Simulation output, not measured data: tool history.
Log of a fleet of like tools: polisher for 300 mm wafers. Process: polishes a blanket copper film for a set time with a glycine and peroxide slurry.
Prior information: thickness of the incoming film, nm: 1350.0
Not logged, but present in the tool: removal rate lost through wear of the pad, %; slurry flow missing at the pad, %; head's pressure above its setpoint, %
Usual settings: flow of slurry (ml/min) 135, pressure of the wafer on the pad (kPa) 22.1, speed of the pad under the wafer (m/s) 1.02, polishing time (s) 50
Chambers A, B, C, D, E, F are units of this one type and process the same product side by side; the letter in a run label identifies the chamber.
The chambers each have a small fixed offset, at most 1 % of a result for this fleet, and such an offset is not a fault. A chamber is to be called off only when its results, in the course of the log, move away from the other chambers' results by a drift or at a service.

run   hour  flow of slurry (ml/min)  pressure of the wafer on the pad (kPa)  speed of the pad under the wafer (m/s)  polishing time (s)  wafers polished on this pad  hours since the slurry nozzle was cleaned  hours since the head pressure was calibrated  film removed (nm)
       5.8  -- chamber E: worn pad replaced by a new one
       8.0  -- chamber C: worn pad replaced by a new one
 1E   12.3                      135                                    22.1                                    1.02                  50                           54                                      127.5                                         547.1             276.77
      15.3  -- chamber F: worn pad replaced by a new one
 2D   19.0                      135                                    22.1                                    1.02                  50                         1045                                      139.4                                         540.2             281.78
 3A   32.5                      135                                    22.1                                    1.02                  50                          658                                      156.9                                         411.9             277.17
 4C   44.1                      135                                    22.1                                    1.02                  50                          301                                      569.6                                         575.2             282.10
      50.4  -- chamber C: head pressure recalibrated
      53.8  -- chamber D: head pressure recalibrated
 5B   57.1                      135                                    22.1                                    1.02                  50                          851                                      116.1                                         284.5             278.12
 6F   63.8                      135                                    22.1                                    1.02                  50                          404                                      548.2                                         237.4             274.90
 7D   73.0                      135                                    15.9                                    1.02                  50                         1495                                      193.4                                          19.2             212.55
      74.2  -- chamber B: worn pad replaced by a new one
      76.6  -- chamber D: worn pad replaced by a new one
      76.9  -- chamber A: worn pad replaced by a new one
 8C   84.6                      135                                    15.9                                    1.02                  50                          639                                      610.1                                          34.2             208.62
 9A   95.4                      135                                    15.9                                    1.02                  50                          154                                      219.8                                         474.8             213.05
      98.5  -- chamber B: head pressure recalibrated
10B  105.2                      135                                    15.9                                    1.02                  50                          259                                      164.2                                           6.8             211.47
     118.0  -- chamber E: head pressure recalibrated
11F  118.1                      135                                    15.9                                    1.02                  50                          857                                      602.5                                         291.7             209.00
12E  124.9                      135                                    15.9                                    1.02                  50                          993                                      240.1                                           6.9             208.18
     131.3  -- chamber E: worn pad replaced by a new one
     135.0  -- chamber D: slurry nozzle cleaned
13E  139.7                      135                                    22.1                                    1.02                  50                           70                                      254.9                                          21.7             278.60
14D  152.8                      135                                    22.1                                    1.02                  50                          635                                       17.9                                          99.0             281.13
     154.8  -- chamber F: worn pad replaced by a new one
15F  161.3                      135                                    22.1                                    1.02                  59                           54                                      645.7                                         334.9             324.47
16B  169.0                      135                                    22.1                                    1.02                  59                          791                                      228.0                                          70.6             329.86
     170.1  -- chamber B: worn pad replaced by a new one
17C  179.7                      135                                    22.1                                    1.02                  59                         1433                                      705.2                                         129.3             331.83
     180.3  -- chamber C: worn pad replaced by a new one
18A  188.4                      135                                    22.1                                    1.02                  59                          930                                      312.8                                         567.8             330.56
19A  199.5                      135                                    22.1                                    1.02                  59                         1023                                      323.9                                         578.9             328.79
20C  209.9                      135                                    22.1                                    1.02                  59                          247                                      735.4                                         159.5             332.72
21D  216.3                      135                                    22.1                                    1.02                  50                         1165                                       81.4                                         162.5             279.64
22B  230.1                      135                                    22.1                                    1.02                  50                          501                                      289.1                                         131.7             280.69
     230.8  -- chamber A: worn pad replaced by a new one
23E  239.8                      135                                    22.1                                    1.02                  50                          905                                      355.0                                         121.8             279.18
     242.9  -- chamber D: worn pad replaced by a new one
24F  253.7                      135                                    22.1                                    1.02                  50                          825                                      738.1                                         427.3             271.09
     254.2  -- chamber E: worn pad replaced by a new one
25A  262.3                      135                                    22.1                                    1.02                  50                          262                                      386.7                                         641.7             275.33
     263.5  -- chamber C: slurry nozzle cleaned
26E  271.5                      135                                    22.1                                    1.02                  50                          144                                      386.7                                         153.5             276.59
27C  283.8                      135                                    22.1                                    1.02                  50                          863                                       20.3                                         233.4             281.11
     285.8  -- chamber B: worn pad replaced by a new one
     292.0  -- chamber F: worn pad replaced by a new one
28B  296.6                      135                                    22.1                                    1.02                  50                           90                                      355.6                                         198.2             278.41
29F  311.2                      135                                    22.1                                    1.02                  50                          160                                      795.6                                         484.8             268.97
     317.7  -- chamber C: worn pad replaced by a new one
30D  322.1                      135                                    22.1                                    1.02                  50                          661                                      187.2                                         268.3             278.64
31E  333.0                      135                                    22.1                                    1.02                  50                          657                                      448.2                                         215.0             281.12
32A  342.8                      135                                    22.1                                    1.02                  50                          934                                      467.2                                         722.2             279.57
33C  353.7                      135                                    22.1                                    1.02                  50                          300                                       90.2                                         303.3             283.89
34F  363.7                      135                                    22.1                                    1.02                  50                          598                                      848.1                                         537.3             263.54
35B  372.4                      135                                    22.1                                    1.02                  50                          722                                      431.4                                         274.0             279.22
     379.3  -- chamber D: worn pad replaced by a new one
36D  384.7                      135                                    28.3                                    1.02                  58                           45                                      249.8                                         330.9             405.27
     390.5  -- chamber B: slurry nozzle cleaned
37B  392.8                      135                                    28.3                                    1.02                  58                          893                                        2.4                                         294.4             394.48

Is one chamber out of step, is the gauge drifting, or do the chambers differ by no more than their own small offsets? For an off chamber, give its letter and the likeliest cause.

One chamber, F, drifts off from the rest bit by bit.
Likeliest cause: slurry flow missing at the pad, % = 25.1.
The log may not separate it from: head's pressure below its setpoint, %.

Which of the 4 candidates below, each the usual settings with something changed and its results left as question marks, puts chamber F back in line with what the other chambers give on the usual settings?
In-line tolerance around the mean of the other chambers on the usual settings: film removed (nm) 7.60
38F-1  403.5                      135                                    22.1                                    0.98                  48                                                                                                                                        ?
38F-2  403.5                      135                                    22.1                                    1.08                  53                                                                                                                                        ?
38F-3  403.5                      135                                    21.4                                    0.98                  47                                                                                                                                        ?
38F-4  403.5                      135                                    22.8                                    1.04                  51                                                                                                                                        ?

Usual-settings mean across the other chambers: film removed (nm) 279.41
  run  film removed (nm)
38F-1             243.98
38F-2             292.33
38F-3             232.54
38F-4             279.78
38F-4 puts the chamber back in line with the other chambers.
